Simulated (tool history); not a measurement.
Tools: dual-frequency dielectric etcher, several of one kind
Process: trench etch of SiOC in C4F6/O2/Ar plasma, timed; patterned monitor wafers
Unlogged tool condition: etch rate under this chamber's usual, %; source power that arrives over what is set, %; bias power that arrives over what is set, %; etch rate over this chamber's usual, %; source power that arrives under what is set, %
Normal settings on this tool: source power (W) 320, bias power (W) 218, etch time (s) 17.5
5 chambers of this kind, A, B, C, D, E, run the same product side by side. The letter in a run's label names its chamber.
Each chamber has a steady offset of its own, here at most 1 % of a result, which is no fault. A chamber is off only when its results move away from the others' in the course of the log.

| run | hour | source power (W) | bias power (W) | etch time (s) | hours since the last wet clean | hours since the last source power generator calibration | hours since the last bias power generator calibration | read-back reference wafer on the same gauge, depth_nm | mean etch depth across the wafer (Å) |
|---|---|---|---|---|---|---|---|---|---|
| 1D | 10 | 320 | 218 | 17.5 | 254 | 1584.6 | 1817.5 | 34.104 | 353.31 |
| 2C | 16.8 | 320 | 218 | 17.5 | 522 | 504.8 | 89.7 | 34.1 | 355.39 |
| 3B | 26.9 | 320 | 218 | 17.5 | 243.5 | 1230.9 | 1450.9 | 34.084 | 352.56 |
|  | 28 | chamber C: wet clean of the chamber |
| 4E | 37.7 | 320 | 218 | 17.5 | 64.9 | 1812.3 | 1679.5 | 34.078 | 351.79 |
| 5A | 46.7 | 320 | 218 | 17.5 | 295.1 | 1831.2 | 2632.6 | 34.061 | 351.66 |
|  | 50.7 | chamber E: bias power generator calibrated |
| 6C | 54.6 | 380 | 218 | 15 | 26.6 | 542.6 | 127.5 | 34.066 | 325.23 |
| 7E | 67.3 | 380 | 218 | 15 | 94.5 | 1841.9 | 16.7 | 34.064 | 321.31 |
| 8A | 80.7 | 380 | 218 | 15 | 329.1 | 1865.2 | 2666.6 | 34.05 | 322.63 |
| 9B | 89.1 | 380 | 218 | 15 | 305.7 | 1293.1 | 1513.1 | 34.04 | 322.05 |
| 10D | 101.4 | 380 | 218 | 15 | 345.4 | 1676 | 1908.9 | 34.039 | 322.89 |
|  | 104.3 | chamber B: wet clean of the chamber |
| 11C | 114.1 | 320 | 218 | 17.5 | 86.1 | 602.1 | 187 | 34.045 | 355.23 |
| 12B | 124.4 | 320 | 218 | 17.5 | 20.2 | 1328.4 | 1548.4 | 34.018 | 350.45 |
| 13D | 132 | 320 | 218 | 17.5 | 376 | 1706.6 | 1939.5 | 34.01 | 352 |
|  | 144.2 | chamber A: wet clean of the chamber |
| 14E | 145.7 | 320 | 218 | 17.5 | 172.9 | 1920.3 | 95.1 | 34.008 | 350.74 |
| 15A | 160.4 | 320 | 218 | 17.5 | 16.3 | 1944.9 | 2746.3 | 34.007 | 351.17 |
| 16E | 174.2 | 320 | 218 | 17.5 | 201.4 | 1948.8 | 123.6 | 34.003 | 350.73 |
| 17D | 187.2 | 320 | 218 | 17.5 | 431.2 | 1761.8 | 1994.7 | 33.994 | 352.06 |
| 18C | 197.7 | 320 | 218 | 17.5 | 169.7 | 685.7 | 270.6 | 33.989 | 353.8 |
|  | 197.9 | chamber B: source power generator calibrated |
|  | 210.1 | chamber D: source power generator calibrated |
| 19A | 212.1 | 320 | 218 | 17.5 | 68 | 1996.6 | 2798 | 33.975 | 351.59 |
| 20B | 226.1 | 320 | 218 | 17.5 | 121.9 | 28.2 | 1650.1 | 33.966 | 351.58 |
| 21E | 234 | 320 | 218 | 17.5 | 261.2 | 2008.6 | 183.4 | 33.98 | 350.25 |
| 22B | 245.9 | 320 | 218 | 17.5 | 141.7 | 48 | 1669.9 | 33.953 | 350.36 |
| 23D | 258.2 | 320 | 218 | 17.5 | 502.2 | 48.2 | 2065.7 | 33.944 | 350.72 |
| 24C | 272.3 | 320 | 218 | 17.5 | 244.3 | 760.3 | 345.2 | 33.934 | 353.97 |
| 25A | 282.6 | 320 | 218 | 17.5 | 138.5 | 2067.1 | 2868.5 | 33.935 | 350.37 |
| 26C | 289 | 320 | 218 | 17.5 | 261 | 777 | 361.9 | 33.932 | 353.39 |
| 27A | 303 | 320 | 218 | 17.5 | 158.9 | 2087.5 | 2888.9 | 33.926 | 350.92 |
| 28D | 314.3 | 320 | 218 | 17.5 | 558.3 | 104.3 | 2121.8 | 33.899 | 350.86 |
| 29E | 322.6 | 290 | 218 | 17.5 | 349.8 | 2097.2 | 272 | 33.89 | 336.66 |
| 30B | 333.6 | 290 | 218 | 17.5 | 229.4 | 135.7 | 1757.6 | 33.895 | 337.19 |

Is one chamber off against the others, does the gauge drift, or is nothing wrong? If a chamber is off, say which, and what the likeliest cause is.

None of the chambers is off. What moves is the gauge, dragging all their readings along together.
Cause: gauge reads low (%) = 0.595.

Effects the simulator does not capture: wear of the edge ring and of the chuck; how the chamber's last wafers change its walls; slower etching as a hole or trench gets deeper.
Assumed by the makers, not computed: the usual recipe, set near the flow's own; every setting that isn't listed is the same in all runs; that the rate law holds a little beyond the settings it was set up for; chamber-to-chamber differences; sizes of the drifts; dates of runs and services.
